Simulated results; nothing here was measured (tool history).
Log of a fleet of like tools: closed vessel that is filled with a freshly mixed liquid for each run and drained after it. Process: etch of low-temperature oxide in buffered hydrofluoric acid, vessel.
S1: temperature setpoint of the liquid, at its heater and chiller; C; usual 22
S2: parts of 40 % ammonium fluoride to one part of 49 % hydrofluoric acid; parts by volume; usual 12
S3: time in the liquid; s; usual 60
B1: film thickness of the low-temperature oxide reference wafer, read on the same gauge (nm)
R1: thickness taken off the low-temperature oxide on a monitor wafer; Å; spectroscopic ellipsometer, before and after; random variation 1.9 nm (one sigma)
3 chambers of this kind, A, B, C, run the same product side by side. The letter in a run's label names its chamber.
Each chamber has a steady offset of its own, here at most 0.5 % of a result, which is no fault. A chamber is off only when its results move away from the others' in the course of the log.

run	hour	S1	S2	S3	B1	R1
1C	5.1	22	12	60	49.974	2436.2
2B	14.3	22	12	60	50.019	2424.2
3A	20.5	22	12	60	49.983	2451.2
4B	30.2	22	12	60	49.982	2443.2
5A	39.4	22	12	60	49.986	2436.9
6C	48.2	22	12	60	50.008	2433.8
7C	56.2	22	9	60	49.981	3067.5
8B	61.4	22	9	60	49.995	3060.8
9A	70.7	22	9	60	50.002	3126.4
10C	79.6	22	12	60	49.984	2410.1
11A	89.4	22	12	60	50.011	2453.1
12B	101.0	22	12	60	50.029	2472.5
13A	111.5	22	12	60	49.976	2490.7
14C	116.7	22	12	60	49.997	2425.9
15B	124.1	22	12	60	49.976	2459.1
16A	133.8	22	12	60	49.998	2453.2
17B	144.5	22	12	60	49.999	2434.7
18C	150.5	22	12	60	49.982	2433.8
19B	159.7	25	12	35	50.005	1672.3
20A	169.3	25	12	35	49.977	1713.0
21C	178.2	25	12	35	50.011	1665.7
22C	188.3	20	12	30	50.021	1084.6
23B	199.6	20	12	30	50.003	1097.5
24A	207.3	20	12	30	50.010	1117.7
25B	215.1	22	12	60	49.999	2407.4
26C	222.1	22	12	60	50.001	2414.1
27A	228.0	22	12	60	49.996	2535.9
28A	234.7	22	12	60	49.981	2525.4
29B	241.1	22	12	60	50.008	2426.0
30C	251.0	22	12	60	50.008	2440.5
31B	257.0	22	12	60	49.989	2430.0
32C	263.2	22	12	60	50.024	2433.7
33A	274.8	22	12	60	50.011	2591.5
34A	285.0	22	12	60	50.009	2577.8
35C	295.7	22	12	60	49.999	2403.8
36B	305.9	22	12	60	50.020	2438.0
37C	311.1	22	12	60	49.992	2409.3
38B	318.9	22	12	60	49.971	2447.9
39A	330.2	22	10	60	50.002	3000.2
40C	338.8	22	10	60	49.980	2881.9
41B	346.4	22	10	60	50.002	2894.9

Next, every chamber runs the same settings. What will each give?
42A	354.7	22	12	75		?
42B	354.7	22	12	75		?
42C	354.7	22	12	75		?

run	R1
42A	3236.7
42B	3048.3
42C	3007.1
